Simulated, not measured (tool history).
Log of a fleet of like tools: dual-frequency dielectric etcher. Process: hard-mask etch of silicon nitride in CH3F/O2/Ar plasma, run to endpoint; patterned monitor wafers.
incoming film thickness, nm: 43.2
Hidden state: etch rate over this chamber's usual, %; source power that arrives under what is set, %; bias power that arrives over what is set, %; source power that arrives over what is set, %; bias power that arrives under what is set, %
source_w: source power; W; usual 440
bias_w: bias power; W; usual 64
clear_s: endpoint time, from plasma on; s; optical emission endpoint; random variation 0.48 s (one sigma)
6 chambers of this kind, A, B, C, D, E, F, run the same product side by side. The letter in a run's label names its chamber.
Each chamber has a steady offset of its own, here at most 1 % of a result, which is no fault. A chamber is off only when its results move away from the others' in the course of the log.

run,hour,source_w,bias_w,hours since the last wet clean,hours since the last source power generator calibration,hours since the last bias power generator calibration,clear_s
1D,4.1,440,64,383.7,4034.5,990.1,62.015
2B,12.5,440,64,333.6,193.1,399.7,62.856
3A,16.7,440,64,318.3,2600.2,2002.9,62.504
4E,23.7,440,64,295,675.4,562.5,61.776
5F,30.8,480,57,38.3,2407.4,2322.7,63.502
# hour 33.6: chamber D: source power generator calibrated
6C,34.8,480,57,203.2,1563.5,1447.2,62.211
7A,43.3,480,57,344.9,2626.8,2029.5,63.024
8D,47.8,480,57,427.4,14.3,1033.8,62.413
9B,53.5,480,57,374.6,234.1,440.7,63.601
10E,59.7,480,57,331,711.4,598.5,63.167
11C,67.4,510,64,235.8,1596.1,1479.8,58.595
12F,75.4,510,64,82.9,2452,2367.3,59.919
13F,80.2,510,64,87.7,2456.8,2372.1,58.975
14A,86.5,510,64,388.1,2670,2072.7,60.043
15C,93.7,510,64,262.1,1622.4,1506.1,58.705
16D,101.9,510,64,481.5,68.4,1087.9,58.767
17B,107.9,350,52,429,288.5,495.1,73.185
18E,113,350,52,384.3,764.7,651.8,72.265
19D,118.1,350,52,497.7,84.6,1104.1,73.68
20E,125.8,350,52,397.1,777.5,664.6,73.816
21F,131.6,350,52,139.1,2508.2,2423.5,74.753
22C,138.5,350,52,306.9,1667.2,1550.9,73.857
23A,146.5,440,64,448.1,2730,2132.7,62.363
24B,154.6,440,64,475.7,335.2,541.8,63.237
# hour 158: chamber B: wet clean of the chamber
25D,159.1,440,64,538.7,125.6,1145.1,61.977
26F,166.1,440,64,173.6,2542.7,2458,63.575
# hour 169.9: chamber A: source power generator calibrated
27C,173.4,440,64,341.8,1702.1,1585.8,62.759
28E,179.5,440,64,450.8,831.2,718.3,62.62
29A,188,440,64,489.6,18.1,2174.2,63.138
30B,194.7,440,64,36.7,375.3,581.9,64.409
31C,198.7,440,64,367.1,1727.4,1611.1,61.846
32D,206.8,480,74,586.4,173.3,1192.8,57.99
33F,213,480,74,220.5,2589.6,2504.9,57.657
34E,217,480,74,488.3,868.7,755.8,57.676
35B,221.7,480,74,63.7,402.3,608.9,59.364
36A,228.3,480,74,529.9,58.4,2214.5,58.488
37B,232.6,480,74,74.6,413.2,619.8,58.886

Is one chamber off against the others, does the gauge drift, or is nothing wrong? If a chamber is off, say which, and what the likeliest cause is.

No chamber stands off beyond its own small offset, and the gauge holds steady.
